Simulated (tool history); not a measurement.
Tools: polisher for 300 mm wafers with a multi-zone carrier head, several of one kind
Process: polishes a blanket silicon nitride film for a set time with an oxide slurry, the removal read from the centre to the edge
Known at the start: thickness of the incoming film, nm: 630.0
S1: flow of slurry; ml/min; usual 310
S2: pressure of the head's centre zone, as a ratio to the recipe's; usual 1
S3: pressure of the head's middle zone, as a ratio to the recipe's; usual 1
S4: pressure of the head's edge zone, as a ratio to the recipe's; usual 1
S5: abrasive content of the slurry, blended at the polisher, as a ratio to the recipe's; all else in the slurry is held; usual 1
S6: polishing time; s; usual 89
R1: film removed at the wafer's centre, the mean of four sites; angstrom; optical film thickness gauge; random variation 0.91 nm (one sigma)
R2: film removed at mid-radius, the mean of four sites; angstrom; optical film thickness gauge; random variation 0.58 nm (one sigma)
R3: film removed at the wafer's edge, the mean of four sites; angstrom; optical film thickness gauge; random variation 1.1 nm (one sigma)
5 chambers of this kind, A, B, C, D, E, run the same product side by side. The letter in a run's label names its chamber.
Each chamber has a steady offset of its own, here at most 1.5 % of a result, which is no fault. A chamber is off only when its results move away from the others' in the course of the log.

run   hour   S1    S2    S3  S4   S5  S6      R1      R2      R3
       8.8  -- chamber C: centre zone pressure recalibrated
      12.2  -- chamber D: worn pad replaced by a new one
 1D   13.8  310     1     1   1    1  89  946.38  934.36  941.14
      16.3  -- chamber A: edge zone pressure recalibrated
 2C   21.1  310     1     1   1    1  89  939.92  920.58  927.98
 3E   33.8  310     1     1   1    1  89  940.71  942.51  926.54
      38.8  -- chamber B: edge zone pressure recalibrated
 4B   46.4  310     1     1   1    1  89  923.72  937.84  912.92
      48.9  -- chamber D: centre zone pressure recalibrated
 5A   55.3  415  1.08     1   1    1  89  1039.8  955.84  968.62
        56  -- chamber A: slurry nozzle cleaned
 6A   63.4  415  1.08     1   1    1  89  1054.6  953.89  958.53
 7B   71.6  415  1.08     1   1    1  89  1020.3  954.91  949.67
 8E   81.5  415  1.08     1   1    1  89  1045.6  968.69  954.15
      90.5  -- chamber B: worn pad replaced by a new one
 9C   91.1  415  1.08     1   1    1  89  1034.9  951.91  938.09
     102.8  -- chamber B: slurry nozzle cleaned
10D  103.3  310     1     1   1    1  89  944.15  934.39  928.28
11C    112  310     1     1   1    1  89  924.84  920.19   951.4
     112.8  -- chamber E: edge zone pressure recalibrated
12D  121.1  350     1     1   1  0.8  89  882.56  851.96  853.84
     121.6  -- chamber C: slurry nozzle cleaned
13A  134.9  350     1     1   1  0.8  89  853.65  858.47  850.44
14E  142.9  350     1     1   1  0.8  89  875.88  850.25  848.09
15B  153.5  350     1     1   1  0.8  89  857.78  863.47  862.53
     155.5  -- chamber E: worn pad replaced by a new one
     161.6  -- chamber A: worn pad replaced by a new one
16B  166.4  350     1     1   1  0.8  89  848.62  845.09  862.58
17E  173.6  310     1     1   1    1  89  956.75  930.42  954.39
18A  182.1  310     1     1   1    1  89  934.66  936.51  933.25
19C  189.8  310     1     1   1    1  62  636.63  635.46  634.92
     191.6  -- chamber B: worn pad replaced by a new one
20D  197.5  310     1     1   1    1  62  659.38  644.21  642.99
21E  208.4  310     1     1   1    1  62  660.03  654.62  651.31
22D  215.4  310     1     1   1    1  62  662.41  653.54  638.76
     220.3  -- chamber D: worn pad replaced by a new one
23C  224.3  310     1     1   1    1  62  630.26  637.52  637.31
24B  233.1  310     1     1   1    1  89  933.12  948.69  940.57
25A  247.3  310     1     1   1    1  89   945.3  931.83  934.01
26E  255.2  310     1     1   1    1  89  964.13  943.36  945.23
27A  262.8  310     1     1   1    1  89  943.24  938.77  942.29
28C  273.1  310     1     1   1    1  89  897.14  895.38  893.19
     276.3  -- chamber E: slurry nozzle cleaned
29B  285.6  260     1  1.04   1    1  89  909.31  957.91  935.49
30D    293  260     1  1.04   1    1  89  920.91  954.17  923.56
31A  299.5  260     1  1.04   1    1  89  931.58  944.53  906.33
32E  305.7  260     1  1.04   1    1  89  949.03  960.92  918.43
     311.8  -- chamber B: worn pad replaced by a new one
33D  312.5  260     1  1.04   1    1  89   944.9  951.82  907.12
     314.7  -- chamber A: edge zone pressure recalibrated
34B  322.9  310     1     1   1    1  89  948.82  942.35  937.82
35C  331.4  310     1     1   1    1  89  888.14  885.79  877.12
36A  340.1  310     1     1   1    1  89  944.27   930.9  936.42
37C  346.8  310     1  0.88   1    1  89  894.07  787.57  891.57
     353.9  -- chamber A: worn pad replaced by a new one
38D  360.3  310     1  0.88   1    1  89  930.17  836.73  924.63
39B  370.5  310     1  0.88   1    1  89  933.75  838.92  953.73
     370.8  -- chamber E: worn pad replaced by a new one
40E    377  310     1  0.88   1    1  89  956.04  841.77  925.72
41C  383.3  310     1  0.88   1    1  89   883.5   783.4  884.49
42A    391  310     1     1   1    1  89  944.15  931.01  958.99

Is one chamber off against the others, does the gauge drift, or is nothing wrong? If a chamber is off, say which, and what the likeliest cause is.

Chamber C drifts away from the others.
Cause: removal rate lost through wear of the pad, % = 5.85.

Here are 4 candidates for chamber C's next run, each the usual settings with a change, their results left as question marks. Which one brings its results back in line with what the others give on the usual settings?
In line means no further than this from the other chambers' mean on the usual settings: R1 32 angstrom; R2 20 angstrom; R3 39 angstrom
43C-1  401.2  310     1     1   1   1  87   ?   ?   ?
43C-2  401.2  310  1.01  1.01   1   1  94   ?   ?   ?
43C-3  401.2  310     1     1   1   1  91   ?   ?   ?
43C-4  401.2  310     1     1   1   1  84   ?   ?   ?

The other chambers' mean on the usual settings: R1 942.21 angstrom; R2 937.59 angstrom; R3 935.33 angstrom
  run      R1      R2      R3
43C-1  869.15  860.48   867.3
43C-2  949.44  938.18  936.95
43C-3  909.11  900.05  907.18
43C-4  839.18  830.81  837.39
43C-2 brings the chamber back in line.
